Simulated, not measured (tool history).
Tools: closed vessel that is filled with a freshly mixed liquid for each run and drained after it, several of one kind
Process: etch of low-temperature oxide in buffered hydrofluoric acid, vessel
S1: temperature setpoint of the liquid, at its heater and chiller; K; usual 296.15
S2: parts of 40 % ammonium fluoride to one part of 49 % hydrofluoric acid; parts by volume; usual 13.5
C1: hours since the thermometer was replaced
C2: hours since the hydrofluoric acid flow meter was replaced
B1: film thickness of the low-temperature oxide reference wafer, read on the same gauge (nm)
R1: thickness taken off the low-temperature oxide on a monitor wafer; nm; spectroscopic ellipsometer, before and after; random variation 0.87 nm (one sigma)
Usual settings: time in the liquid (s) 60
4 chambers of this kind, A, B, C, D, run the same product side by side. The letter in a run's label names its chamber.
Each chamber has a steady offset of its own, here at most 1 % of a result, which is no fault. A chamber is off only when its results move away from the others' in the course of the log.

Run 1D, hour 3.7: usual settings; C1 576.8; C2 1094.0; B1 119.99. Result: R1 158.73 nm.
Run 2C, hour 6.8: usual settings; C1 1285.8; C2 1209.8; B1 120.02. Result: R1 157.73 nm.
Run 3B, hour 10.3: usual settings; C1 204.2; C2 1742.1; B1 119.99. Result: R1 158.73 nm.
Run 4A, hour 12.9: usual settings; C1 766.9; C2 1674.5; B1 120.02. Result: R1 158.04 nm.
Run 5D, hour 17.6: usual settings; C1 590.7; C2 1107.9; B1 120.00. Result: R1 160.30 nm.
Run 6B, hour 22.6: usual settings; C1 216.5; C2 1754.4; B1 120.00. Result: R1 158.83 nm.
Run 7C, hour 27.7: usual settings; C1 1306.7; C2 1230.7; B1 119.97. Result: R1 157.45 nm.
Run 8A, hour 30.0: usual settings; C1 784.0; C2 1691.6; B1 120.01. Result: R1 156.58 nm.
Run 9D, hour 34.2: usual settings; C1 607.3; C2 1124.5; B1 120.00. Result: R1 161.24 nm.
Run 10A, hour 37.3: usual settings; C1 791.3; C2 1698.9; B1 119.98. Result: R1 156.69 nm.
Run 11B, hour 42.1: usual settings; C1 236.0; C2 1773.9; B1 120.00. Result: R1 157.81 nm.
Run 12C, hour 46.6: usual settings; C1 1325.6; C2 1249.6; B1 119.98. Result: R1 157.23 nm.
Run 13D, hour 49.7: usual settings; C1 622.8; C2 1140.0; B1 120.02. Result: R1 159.96 nm.
Run 14C, hour 54.4: usual settings; C1 1333.4; C2 1257.4; B1 120.01. Result: R1 157.72 nm.
Run 15A, hour 57.0: usual settings; C1 811.0; C2 1718.6; B1 119.97. Result: R1 157.83 nm.
Run 16B, hour 61.0: usual settings; C1 254.9; C2 1792.8; B1 120.03. Result: R1 158.18 nm.
Run 17A, hour 63.6: usual settings; C1 817.6; C2 1725.2; B1 120.03. Result: R1 157.90 nm.
Run 18D, hour 67.2: usual settings; C1 640.3; C2 1157.5; B1 120.00. Result: R1 160.36 nm.
Run 19B, hour 70.7: usual settings; C1 264.6; C2 1802.5; B1 119.95. Result: R1 158.10 nm.
Run 20C, hour 75.0: usual settings; C1 1354.0; C2 1278.0; B1 120.01. Result: R1 156.44 nm.
Run 21C, hour 78.1: usual settings; C1 1357.1; C2 1281.1; B1 119.99. Result: R1 157.88 nm.
Run 22B, hour 80.7: usual settings; C1 274.6; C2 1812.5; B1 120.00. Result: R1 159.04 nm.
Run 23A, hour 85.7: usual settings; C1 839.7; C2 1747.3; B1 119.97. Result: R1 158.75 nm.
Run 24D, hour 87.9: usual settings; C1 661.0; C2 1178.2; B1 120.00. Result: R1 157.03 nm.
Run 25D, hour 90.3: usual settings; C1 663.4; C2 1180.6; B1 119.97. Result: R1 158.26 nm.
Run 26C, hour 93.9: usual settings; C1 1372.9; C2 1296.9; B1 119.97. Result: R1 157.83 nm.
Run 27B, hour 96.3: usual settings; C1 290.2; C2 1828.1; B1 119.93. Result: R1 159.76 nm.
Run 28A, hour 99.0: usual settings; C1 853.0; C2 1760.6; B1 119.99. Result: R1 156.89 nm.
Run 29A, hour 102.9: usual settings; C1 856.9; C2 1764.5; B1 120.02. Result: R1 157.94 nm.
At hour 103.8: chamber C: thermometer replaced.
Run 30B, hour 105.5: usual settings but time in the liquid (s) 80; C1 299.4; C2 1837.3; B1 120.04. Result: R1 208.60 nm.
Run 31D, hour 110.0: usual settings but time in the liquid (s) 80; C1 683.1; C2 1200.3; B1 119.94. Result: R1 208.61 nm.
Run 32C, hour 113.9: usual settings but time in the liquid (s) 80; C1 10.1; C2 1316.9; B1 120.01. Result: R1 209.72 nm.
Run 33C, hour 117.4: usual settings but time in the liquid (s) 80; C1 13.6; C2 1320.4; B1 120.01. Result: R1 208.69 nm.
Run 34B, hour 121.4: usual settings; C1 315.3; C2 1853.2; B1 120.01. Result: R1 158.89 nm.
Run 35D, hour 123.9: usual settings but time in the liquid (s) 50; C1 697.0; C2 1214.2; B1 119.95. Result: R1 130.14 nm.
Run 36A, hour 126.7: usual settings but time in the liquid (s) 50; C1 880.7; C2 1788.3; B1 120.02. Result: R1 131.91 nm.
At hour 127.1: chamber B: hydrofluoric acid flow meter replaced.
Run 37B, hour 131.1: usual settings but time in the liquid (s) 50; C1 325.0; C2 4.1; B1 120.00. Result: R1 130.80 nm.
Run 38A, hour 134.8: usual settings but time in the liquid (s) 50; C1 888.8; C2 1796.4; B1 119.95. Result: R1 130.39 nm.
Run 39C, hour 139.7: usual settings; C1 35.9; C2 1342.7; B1 119.99. Result: R1 157.78 nm.
Run 40D, hour 143.9: usual settings; C1 717.0; C2 1234.2; B1 119.98. Result: R1 154.13 nm.
Run 41C, hour 146.3: usual settings; C1 42.5; C2 1349.3; B1 119.97. Result: R1 158.26 nm.

Is one chamber off against the others, does the gauge drift, or is nothing wrong? If a chamber is off, say which, and what the likeliest cause is.

Chamber D drifts away from the others.
Cause: liquid colder than its thermometer reads (K) = 0.735.
The log may not tell that from: hydrofluoric acid flow below the setpoint (%).

Here are 4 candidates for chamber D's next run, each the usual settings with a change, their results left as question marks. Which one brings its results back in line with what the others give on the usual settings?
In line means no further than this from the other chambers' mean on the usual settings: R1 3.00 nm
Run 42D-1, hour 150.0: usual settings but S1 296.65 K, S2 13.0 parts by volume. Result: R1 ?.
Run 42D-2, hour 150.0: usual settings but S2 14.0 parts by volume. Result: R1 ?.
Run 42D-3, hour 150.0: usual settings but S2 14.5 parts by volume. Result: R1 ?.
Run 42D-4, hour 150.0: usual settings but S2 13.0 parts by volume. Result: R1 ?.

The other chambers' mean on the usual settings: R1 157.97 nm
  run      R1
42D-1  163.77
42D-2  148.11
42D-3  143.10
42D-4  159.23
42D-4 brings the chamber back in line.
